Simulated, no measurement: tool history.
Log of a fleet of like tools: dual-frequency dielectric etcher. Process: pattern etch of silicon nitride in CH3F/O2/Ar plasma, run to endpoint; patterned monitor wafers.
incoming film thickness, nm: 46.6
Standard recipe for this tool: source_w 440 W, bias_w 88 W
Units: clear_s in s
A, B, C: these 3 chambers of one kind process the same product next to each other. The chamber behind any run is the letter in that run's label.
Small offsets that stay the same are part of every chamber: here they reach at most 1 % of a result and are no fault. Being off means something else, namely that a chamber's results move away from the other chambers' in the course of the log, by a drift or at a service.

| run | day | source_w | bias_w | clear_s |
|---|---|---|---|---|
| 1C | 0.383 | 440 | 88 | 60.782 |
| 2B | 0.854 | 440 | 88 | 61.627 |
| 3A | 1.108 | 440 | 88 | 59.919 |
| 4C | 1.467 | 440 | 88 | 61.316 |
| 5B | 1.833 | 440 | 88 | 60.867 |
| 6A | 2.183 | 440 | 88 | 60.609 |
| 7A | 2.438 | 440 | 88 | 60.691 |
| 8C | 2.900 | 440 | 88 | 60.853 |
| 9B | 3.279 | 440 | 88 | 60.575 |
| 10C | 3.612 | 440 | 88 | 61.160 |
| 11B | 3.983 | 500 | 103 | 54.748 |
| 12A | 4.362 | 500 | 103 | 54.942 |
| 13B | 4.671 | 500 | 103 | 54.388 |
| 14C | 4.975 | 510 | 88 | 58.370 |
| 15A | 5.338 | 510 | 88 | 57.025 |
| 16A | 5.712 | 510 | 88 | 57.333 |
| 17C | 5.988 | 440 | 88 | 62.767 |
| 18B | 6.454 | 440 | 88 | 60.681 |
| 19B | 6.888 | 440 | 88 | 60.704 |
| 20C | 7.242 | 440 | 88 | 63.114 |
| 21A | 7.446 | 440 | 88 | 60.571 |
| 22B | 7.762 | 440 | 88 | 61.658 |
| 23A | 8.079 | 520 | 95 | 55.600 |
| 24C | 8.512 | 520 | 95 | 56.800 |
| 25A | 8.921 | 520 | 95 | 55.993 |

Next, every chamber runs the same settings. What will each give?
| 26A | 9.267 | 440 | 88 | ? |
| 26B | 9.267 | 440 | 88 | ? |
| 26C | 9.267 | 440 | 88 | ? |

| run | clear_s |
|---|---|
| 26A | 60.743 |
| 26B | 61.217 |
| 26C | 64.303 |

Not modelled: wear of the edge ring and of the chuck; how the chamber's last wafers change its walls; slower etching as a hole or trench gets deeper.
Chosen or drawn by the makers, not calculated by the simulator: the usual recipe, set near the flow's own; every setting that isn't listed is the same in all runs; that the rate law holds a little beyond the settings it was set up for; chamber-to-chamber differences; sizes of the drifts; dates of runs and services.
